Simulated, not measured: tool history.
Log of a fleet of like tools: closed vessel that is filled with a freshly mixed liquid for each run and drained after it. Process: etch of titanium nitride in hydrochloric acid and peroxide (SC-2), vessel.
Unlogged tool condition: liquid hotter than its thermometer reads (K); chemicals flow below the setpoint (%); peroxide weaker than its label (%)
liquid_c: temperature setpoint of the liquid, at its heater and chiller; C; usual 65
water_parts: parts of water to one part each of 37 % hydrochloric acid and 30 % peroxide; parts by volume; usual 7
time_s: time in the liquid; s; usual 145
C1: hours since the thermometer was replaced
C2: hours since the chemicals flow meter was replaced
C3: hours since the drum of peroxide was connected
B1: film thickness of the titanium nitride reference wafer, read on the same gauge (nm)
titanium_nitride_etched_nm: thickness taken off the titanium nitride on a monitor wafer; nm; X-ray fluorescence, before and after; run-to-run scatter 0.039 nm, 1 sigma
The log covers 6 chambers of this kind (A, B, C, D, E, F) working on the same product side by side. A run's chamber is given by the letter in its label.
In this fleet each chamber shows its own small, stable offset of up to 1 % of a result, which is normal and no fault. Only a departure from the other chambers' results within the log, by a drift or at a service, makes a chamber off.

{"hour": 9.9, "done": "chamber F: new drum of peroxide connected"}
{"run": "1A", "hour": 11.7, "liquid_c": 65, "water_parts": 7, "time_s": 145, "C1": 1479.8, "C2": 405, "C3": 484.2, "B1": 89.997, "titanium_nitride_etched_nm": 11.16}
{"run": "2B", "hour": 22.2, "liquid_c": 65, "water_parts": 7, "time_s": 145, "C1": 1262.1, "C2": 185, "C3": 757.3, "B1": 90.009, "titanium_nitride_etched_nm": 11.148}
{"run": "3F", "hour": 32.3, "liquid_c": 65, "water_parts": 7, "time_s": 145, "C1": 703.4, "C2": 1453.7, "C3": 22.4, "B1": 90.033, "titanium_nitride_etched_nm": 11.161}
{"run": "4E", "hour": 42.8, "liquid_c": 65, "water_parts": 7, "time_s": 145, "C1": 60, "C2": 286, "C3": 678.1, "B1": 89.972, "titanium_nitride_etched_nm": 11.227}
{"run": "5D", "hour": 52.7, "liquid_c": 65, "water_parts": 7, "time_s": 145, "C1": 536.8, "C2": 1517.1, "C3": 463.6, "B1": 90.006, "titanium_nitride_etched_nm": 10.947}
{"hour": 55.3, "done": "chamber C: chemicals flow meter replaced"}
{"run": "6C", "hour": 66.4, "liquid_c": 65, "water_parts": 7, "time_s": 145, "C1": 657.1, "C2": 11.1, "C3": 106.5, "B1": 90, "titanium_nitride_etched_nm": 11.087}
{"run": "7E", "hour": 73.0, "liquid_c": 65, "water_parts": 7, "time_s": 145, "C1": 90.2, "C2": 316.2, "C3": 708.3, "B1": 89.977, "titanium_nitride_etched_nm": 11.162}
{"hour": 74.0, "done": "chamber F: chemicals flow meter replaced"}
{"run": "8C", "hour": 82.8, "liquid_c": 65, "water_parts": 7, "time_s": 145, "C1": 673.5, "C2": 27.5, "C3": 122.9, "B1": 89.969, "titanium_nitride_etched_nm": 11.062}
{"run": "9B", "hour": 93.6, "liquid_c": 65, "water_parts": 7, "time_s": 145, "C1": 1333.5, "C2": 256.4, "C3": 828.7, "B1": 90.006, "titanium_nitride_etched_nm": 11.091}
{"run": "10F", "hour": 100.7, "liquid_c": 65, "water_parts": 7, "time_s": 145, "C1": 771.8, "C2": 26.8, "C3": 90.8, "B1": 90.008, "titanium_nitride_etched_nm": 11.119}
{"run": "11A", "hour": 109.6, "liquid_c": 65, "water_parts": 5, "time_s": 215, "C1": 1577.7, "C2": 502.9, "C3": 582.1, "B1": 90.011, "titanium_nitride_etched_nm": 21.241}
{"run": "12D", "hour": 120.1, "liquid_c": 65, "water_parts": 5, "time_s": 215, "C1": 604.2, "C2": 1584.5, "C3": 531, "B1": 89.969, "titanium_nitride_etched_nm": 21.047}
{"hour": 125.3, "done": "chamber D: thermometer replaced"}
{"run": "13B", "hour": 127.2, "liquid_c": 65, "water_parts": 5, "time_s": 215, "C1": 1367.1, "C2": 290, "C3": 862.3, "B1": 90.014, "titanium_nitride_etched_nm": 21.172}
{"run": "14D", "hour": 140.6, "liquid_c": 65, "water_parts": 5, "time_s": 215, "C1": 15.4, "C2": 1605, "C3": 551.5, "B1": 89.992, "titanium_nitride_etched_nm": 21.043}
{"hour": 144.2, "done": "chamber B: new drum of peroxide connected"}
{"run": "15F", "hour": 151.8, "liquid_c": 65, "water_parts": 5, "time_s": 215, "C1": 822.9, "C2": 77.9, "C3": 141.9, "B1": 89.966, "titanium_nitride_etched_nm": 21.113}
{"run": "16C", "hour": 160.6, "liquid_c": 65, "water_parts": 5, "time_s": 215, "C1": 751.3, "C2": 105.3, "C3": 200.7, "B1": 89.999, "titanium_nitride_etched_nm": 21.06}
{"run": "17A", "hour": 169.3, "liquid_c": 65, "water_parts": 7, "time_s": 145, "C1": 1637.4, "C2": 562.6, "C3": 641.8, "B1": 90.043, "titanium_nitride_etched_nm": 11.229}
{"run": "18E", "hour": 176.1, "liquid_c": 65, "water_parts": 7, "time_s": 145, "C1": 193.3, "C2": 419.3, "C3": 811.4, "B1": 89.972, "titanium_nitride_etched_nm": 11.104}
{"run": "19C", "hour": 189.0, "liquid_c": 65, "water_parts": 7, "time_s": 145, "C1": 779.7, "C2": 133.7, "C3": 229.1, "B1": 90.004, "titanium_nitride_etched_nm": 11.085}
{"run": "20D", "hour": 200.9, "liquid_c": 65, "water_parts": 7, "time_s": 145, "C1": 75.7, "C2": 1665.3, "C3": 611.8, "B1": 90.017, "titanium_nitride_etched_nm": 11.005}
{"run": "21A", "hour": 209.4, "liquid_c": 65, "water_parts": 7, "time_s": 145, "C1": 1677.5, "C2": 602.7, "C3": 681.9, "B1": 89.996, "titanium_nitride_etched_nm": 11.204}
{"run": "22B", "hour": 219.2, "liquid_c": 65, "water_parts": 7, "time_s": 145, "C1": 1459.1, "C2": 382, "C3": 75, "B1": 90.013, "titanium_nitride_etched_nm": 11.153}
{"run": "23E", "hour": 231.2, "liquid_c": 65, "water_parts": 7, "time_s": 145, "C1": 248.4, "C2": 474.4, "C3": 866.5, "B1": 89.98, "titanium_nitride_etched_nm": 11.15}
{"run": "24F", "hour": 238.7, "liquid_c": 65, "water_parts": 7, "time_s": 145, "C1": 909.8, "C2": 164.8, "C3": 228.8, "B1": 89.981, "titanium_nitride_etched_nm": 11.095}
{"run": "25A", "hour": 249.3, "liquid_c": 65, "water_parts": 7, "time_s": 145, "C1": 1717.4, "C2": 642.6, "C3": 721.8, "B1": 89.969, "titanium_nitride_etched_nm": 11.094}
{"run": "26D", "hour": 259.7, "liquid_c": 65, "water_parts": 7, "time_s": 145, "C1": 134.5, "C2": 1724.1, "C3": 670.6, "B1": 89.977, "titanium_nitride_etched_nm": 11.058}
{"hour": 262.2, "done": "chamber F: thermometer replaced"}
{"run": "27C", "hour": 266.3, "liquid_c": 65, "water_parts": 7, "time_s": 145, "C1": 857, "C2": 211, "C3": 306.4, "B1": 89.968, "titanium_nitride_etched_nm": 11.102}
{"run": "28B", "hour": 272.7, "liquid_c": 65, "water_parts": 7, "time_s": 145, "C1": 1512.6, "C2": 435.5, "C3": 128.5, "B1": 90.032, "titanium_nitride_etched_nm": 11.171}
{"run": "29F", "hour": 285.8, "liquid_c": 65, "water_parts": 7, "time_s": 145, "C1": 23.7, "C2": 211.9, "C3": 275.9, "B1": 90.005, "titanium_nitride_etched_nm": 11.103}
{"run": "30E", "hour": 295.1, "liquid_c": 65, "water_parts": 7, "time_s": 145, "C1": 312.3, "C2": 538.3, "C3": 930.4, "B1": 89.978, "titanium_nitride_etched_nm": 11.13}
{"hour": 304.0, "done": "chamber C: new drum of peroxide connected"}
{"run": "31A", "hour": 305.6, "liquid_c": 65, "water_parts": 7, "time_s": 145, "C1": 1773.7, "C2": 698.9, "C3": 778.1, "B1": 90.016, "titanium_nitride_etched_nm": 11.092}
{"run": "32E", "hour": 311.7, "liquid_c": 65, "water_parts": 7, "time_s": 145, "C1": 328.9, "C2": 554.9, "C3": 947, "B1": 90, "titanium_nitride_etched_nm": 11.229}
{"run": "33B", "hour": 323.6, "liquid_c": 65, "water_parts": 7, "time_s": 145, "C1": 1563.5, "C2": 486.4, "C3": 179.4, "B1": 89.979, "titanium_nitride_etched_nm": 11.117}
{"run": "34C", "hour": 330.9, "liquid_c": 65, "water_parts": 5.5, "time_s": 145, "C1": 921.6, "C2": 275.6, "C3": 26.9, "B1": 89.987, "titanium_nitride_etched_nm": 13.286}
{"run": "35D", "hour": 341.2, "liquid_c": 65, "water_parts": 5.5, "time_s": 145, "C1": 216, "C2": 1805.6, "C3": 752.1, "B1": 90.026, "titanium_nitride_etched_nm": 13.248}
{"run": "36F", "hour": 350.8, "liquid_c": 65, "water_parts": 5.5, "time_s": 145, "C1": 88.7, "C2": 276.9, "C3": 340.9, "B1": 89.988, "titanium_nitride_etched_nm": 13.353}
{"run": "37A", "hour": 358.6, "liquid_c": 65, "water_parts": 5.5, "time_s": 145, "C1": 1826.7, "C2": 751.9, "C3": 831.1, "B1": 89.995, "titanium_nitride_etched_nm": 13.346}
{"run": "38C", "hour": 370.3, "liquid_c": 65, "water_parts": 5.5, "time_s": 145, "C1": 961, "C2": 315, "C3": 66.3, "B1": 89.968, "titanium_nitride_etched_nm": 13.171}
{"run": "39E", "hour": 384.1, "liquid_c": 65, "water_parts": 5.5, "time_s": 145, "C1": 401.3, "C2": 627.3, "C3": 1019.4, "B1": 90.038, "titanium_nitride_etched_nm": 13.44}
{"run": "40B", "hour": 392.9, "liquid_c": 65, "water_parts": 7, "time_s": 145, "C1": 1632.8, "C2": 555.7, "C3": 248.7, "B1": 90.009, "titanium_nitride_etched_nm": 11.156}

The same settings go to every chamber for the next run, one line per chamber below. Forecast the results for each:
{"run": "41A", "hour": 402.8, "liquid_c": 65, "water_parts": 7, "time_s": 180, "titanium_nitride_etched_nm": "?"}
{"run": "41B", "hour": 402.8, "liquid_c": 65, "water_parts": 7, "time_s": 180, "titanium_nitride_etched_nm": "?"}
{"run": "41C", "hour": 402.8, "liquid_c": 65, "water_parts": 7, "time_s": 180, "titanium_nitride_etched_nm": "?"}
{"run": "41D", "hour": 402.8, "liquid_c": 65, "water_parts": 7, "time_s": 180, "titanium_nitride_etched_nm": "?"}
{"run": "41E", "hour": 402.8, "liquid_c": 65, "water_parts": 7, "time_s": 180, "titanium_nitride_etched_nm": "?"}
{"run": "41F", "hour": 402.8, "liquid_c": 65, "water_parts": 7, "time_s": 180, "titanium_nitride_etched_nm": "?"}

run=41A titanium_nitride_etched_nm=13.814
run=41B titanium_nitride_etched_nm=13.851
run=41C titanium_nitride_etched_nm=13.773
run=41D titanium_nitride_etched_nm=13.71
run=41E titanium_nitride_etched_nm=13.914
run=41F titanium_nitride_etched_nm=13.759
